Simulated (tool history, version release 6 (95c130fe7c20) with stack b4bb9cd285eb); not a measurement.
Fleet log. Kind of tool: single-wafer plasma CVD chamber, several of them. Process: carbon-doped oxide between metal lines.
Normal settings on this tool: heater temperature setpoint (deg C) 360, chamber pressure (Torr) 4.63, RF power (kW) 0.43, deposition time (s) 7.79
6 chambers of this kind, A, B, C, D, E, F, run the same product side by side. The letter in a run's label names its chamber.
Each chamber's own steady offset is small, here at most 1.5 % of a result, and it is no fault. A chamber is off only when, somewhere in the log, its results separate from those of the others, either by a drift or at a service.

run,day,heater temperature setpoint (deg C),chamber pressure (Torr),RF power (kW),deposition time (s),"read-back reference wafer on the same gauge, thickness_nm",mean film thickness on the monitor wafer (angstrom)
1D,0.167,360,4.63,0.43,7.79,42.063,355.68
2A,0.308,360,4.63,0.43,7.79,42.047,351.95
3B,0.521,360,4.63,0.43,7.79,42.065,351.2
4E,0.692,360,4.63,0.43,7.79,42.088,354.45
5C,0.925,360,4.63,0.43,7.79,42.062,346.85
6F,1.129,360,4.63,0.43,7.79,42.081,348.47
7E,1.338,360,4.63,0.43,7.79,42.123,353.24
# day 1.392: chamber C: capacitance manometer re-zeroed and calibrated
8D,1.554,360,4.63,0.43,7.79,42.093,356.34
9C,1.738,360,4.63,0.43,7.79,42.133,351.69
10B,1.858,360,4.63,0.43,7.79,42.103,353.88
11A,2.062,360,4.63,0.43,7.79,42.153,352.02
12F,2.25,360,4.63,0.43,7.79,42.076,353.3
13D,2.45,360,4.63,0.43,7.79,42.109,355.6
14C,2.621,360,4.63,0.43,7.79,42.123,348.51
15B,2.738,360,4.63,0.43,7.79,42.142,352.22
16E,2.925,360,4.63,0.43,7.79,42.058,354.68
17A,3.138,360,4.63,0.43,7.79,42.112,352.98
18F,3.317,360,4.63,0.43,7.79,42.11,351.13
19E,3.429,360,4.63,0.43,7.79,42.171,356.49
20A,3.554,360,4.63,0.43,7.79,42.103,352.22
21D,3.742,352,4.63,0.4,7.79,42.138,340.79
22F,3.858,352,4.63,0.4,7.79,42.116,341.26
23B,3.971,352,4.63,0.4,7.79,42.103,340.34
24C,4.15,352,4.63,0.4,7.79,42.132,339.12
25E,4.304,352,4.63,0.4,7.79,42.095,346.05
26F,4.45,352,4.63,0.4,7.79,42.121,339.69
27D,4.6,360,4.63,0.43,7.79,42.102,349.84
28B,4.792,360,4.63,0.43,7.79,42.12,352.13
29A,4.921,360,4.63,0.43,7.79,42.097,352.62
30C,5.025,360,4.63,0.43,7.79,42.091,348.73
31E,5.258,360,4.63,0.375,7.79,42.086,322.38
32A,5.379,360,4.63,0.375,7.79,42.06,320.38
33D,5.604,360,4.63,0.375,7.79,42.082,309.55
34B,5.733,360,4.63,0.375,7.79,42.105,318.72
35F,5.858,360,4.63,0.375,7.79,42.141,315.75
36C,5.983,360,4.63,0.375,7.79,42.083,314.42
37C,6.121,347,4.63,0.43,7.79,42.076,363.51
38E,6.262,347,4.63,0.43,7.79,42.134,367.25
39D,6.421,347,4.63,0.43,7.79,42.056,350.57
40A,6.525,347,4.63,0.43,7.79,42.113,363.24
41B,6.658,347,4.63,0.43,7.79,42.105,364.08
42F,6.796,347,4.63,0.43,7.79,42.106,362.41
43F,6.996,360,4.63,0.43,7.79,42.11,350.55
44D,7.108,360,4.63,0.43,7.79,42.092,337.06

All 6 chambers run these settings next. Forecast each chamber's results:
45A,7.275,360,4.63,0.485,7.79,,?
45B,7.275,360,4.63,0.485,7.79,,?
45C,7.275,360,4.63,0.485,7.79,,?
45D,7.275,360,4.63,0.485,7.79,,?
45E,7.275,360,4.63,0.485,7.79,,?
45F,7.275,360,4.63,0.485,7.79,,?

run,mean film thickness on the monitor wafer (angstrom)
45A,383.62
45B,381.75
45C,378.66
45D,369.86
45E,386.85
45F,382.9
